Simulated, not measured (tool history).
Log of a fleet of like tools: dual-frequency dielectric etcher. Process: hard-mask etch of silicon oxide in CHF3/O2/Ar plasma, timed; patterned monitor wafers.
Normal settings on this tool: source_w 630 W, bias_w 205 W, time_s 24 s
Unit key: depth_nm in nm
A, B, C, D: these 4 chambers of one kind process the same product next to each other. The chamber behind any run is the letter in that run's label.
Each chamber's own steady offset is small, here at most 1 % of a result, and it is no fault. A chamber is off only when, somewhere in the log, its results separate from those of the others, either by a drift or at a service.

| run | hour | source_w | bias_w | time_s | hours since the last wet clean | hours since the last source power generator calibration | hours since the last bias power generator calibration | read-back reference wafer on the same gauge, depth_nm | depth_nm |
|---|---|---|---|---|---|---|---|---|---|
| 1D | 10.9 | 630 | 205 | 24 | 238.2 | 1368.4 | 1969.9 | 57.199 | 51.225 |
| 2B | 20.3 | 630 | 205 | 24 | 137.6 | 899.8 | 2439.0 | 57.205 | 50.412 |
| 3A | 27.2 | 630 | 205 | 24 | 35.5 | 1974.7 | 1206.2 | 57.196 | 50.354 |
| 4C | 36.5 | 630 | 205 | 24 | 42.0 | 1041.8 | 2118.6 | 57.195 | 50.176 |
| 5A | 41.9 | 630 | 205 | 24 | 50.2 | 1989.4 | 1220.9 | 57.229 | 50.185 |
| 6C | 47.4 | 630 | 205 | 24 | 52.9 | 1052.7 | 2129.5 | 57.236 | 50.467 |
| 7B | 58.0 | 630 | 205 | 24 | 175.3 | 937.5 | 2476.7 | 57.201 | 50.822 |
| 8D | 64.8 | 630 | 205 | 24 | 292.1 | 1422.3 | 2023.8 | 57.198 | 50.901 |
| 9D | 73.6 | 630 | 205 | 24 | 300.9 | 1431.1 | 2032.6 | 57.229 | 50.822 |
| 10A | 79.5 | 630 | 205 | 24 | 87.8 | 2027.0 | 1258.5 | 57.162 | 50.229 |
| 11C | 87.5 | 630 | 205 | 24 | 93.0 | 1092.8 | 2169.6 | 57.214 | 50.299 |
| 12B | 96.9 | 630 | 205 | 24 | 214.2 | 976.4 | 2515.6 | 57.193 | 50.351 |
| 13D | 102.6 | 630 | 205 | 24 | 329.9 | 1460.1 | 2061.6 | 57.212 | 51.121 |
| 14A | 110.0 | 630 | 226 | 26 | 118.3 | 2057.5 | 1289.0 | 57.235 | 56.448 |
| 15C | 120.5 | 630 | 226 | 26 | 126.0 | 1125.8 | 2202.6 | 57.165 | 56.314 |
| 16B | 129.3 | 630 | 226 | 26 | 246.6 | 1008.8 | 2548.0 | 57.228 | 56.618 |
|  | 130.4 | chamber A: source power generator calibrated |
| 17B | 139.7 | 630 | 226 | 26 | 257.0 | 1019.2 | 2558.4 | 57.181 | 56.734 |
| 18A | 146.7 | 630 | 205 | 20 | 155.0 | 16.3 | 1325.7 | 57.200 | 42.198 |
| 19C | 152.4 | 630 | 205 | 20 | 157.9 | 1157.7 | 2234.5 | 57.153 | 41.988 |
| 20D | 158.7 | 630 | 205 | 20 | 386.0 | 1516.2 | 2117.7 | 57.209 | 42.560 |
| 21D | 165.4 | 630 | 205 | 20 | 392.7 | 1522.9 | 2124.4 | 57.152 | 42.540 |
| 22A | 173.2 | 630 | 205 | 24 | 181.5 | 42.8 | 1352.2 | 57.215 | 50.360 |
| 23C | 178.8 | 740 | 245 | 24 | 184.3 | 1184.1 | 2260.9 | 57.169 | 57.215 |
|  | 189.1 | chamber B: wet clean of the chamber |
| 24B | 189.6 | 740 | 245 | 24 | 0.5 | 1069.1 | 2608.3 | 57.166 | 57.232 |
| 25A | 196.6 | 740 | 245 | 24 | 204.9 | 66.2 | 1375.6 | 57.158 | 56.931 |
| 26B | 206.6 | 740 | 245 | 24 | 17.5 | 1086.1 | 2625.3 | 57.240 | 57.241 |
| 27C | 214.4 | 630 | 205 | 24 | 219.9 | 1219.7 | 2296.5 | 57.152 | 50.136 |
| 28D | 220.1 | 630 | 205 | 24 | 447.4 | 1577.6 | 2179.1 | 57.254 | 51.101 |
| 29C | 225.0 | 630 | 205 | 24 | 230.5 | 1230.3 | 2307.1 | 57.219 | 50.430 |
| 30B | 233.1 | 630 | 205 | 24 | 44.0 | 1112.6 | 2651.8 | 57.204 | 50.143 |
| 31A | 243.7 | 630 | 205 | 24 | 252.0 | 113.3 | 1422.7 | 57.236 | 50.283 |
| 32D | 254.0 | 630 | 205 | 24 | 481.3 | 1611.5 | 2213.0 | 57.170 | 51.035 |
| 33C | 261.1 | 630 | 205 | 24 | 266.6 | 1266.4 | 2343.2 | 57.179 | 50.198 |
| 34B | 268.8 | 630 | 205 | 24 | 79.7 | 1148.3 | 2687.5 | 57.206 | 50.777 |
| 35A | 274.2 | 630 | 205 | 24 | 282.5 | 143.8 | 1453.2 | 57.170 | 50.320 |
| 36D | 284.6 | 630 | 205 | 24 | 511.9 | 1642.1 | 2243.6 | 57.154 | 51.177 |
| 37A | 292.7 | 630 | 205 | 21 | 301.0 | 162.3 | 1471.7 | 57.189 | 44.257 |
| 38C | 300.0 | 630 | 205 | 21 | 305.5 | 1305.3 | 2382.1 | 57.156 | 44.219 |
| 39D | 307.2 | 630 | 205 | 21 | 534.5 | 1664.7 | 2266.2 | 57.162 | 44.915 |
| 40B | 318.1 | 630 | 205 | 21 | 129.0 | 1197.6 | 2736.8 | 57.200 | 44.254 |
| 41D | 324.6 | 630 | 205 | 24 | 551.9 | 1682.1 | 2283.6 | 57.201 | 51.179 |
| 42A | 334.5 | 480 | 205 | 24 | 342.8 | 204.1 | 1513.5 | 57.198 | 45.336 |
| 43B | 345.3 | 480 | 205 | 24 | 156.2 | 1224.8 | 2764.0 | 57.196 | 45.596 |

Which is it: a chamber that has drifted or been left off by a service, a gauge drift common to all chambers, or only each chamber's usual small offset? If a chamber is off, name it and its likeliest cause.

All chambers stay in line apart from their small fixed offsets, and the gauge does not drift.
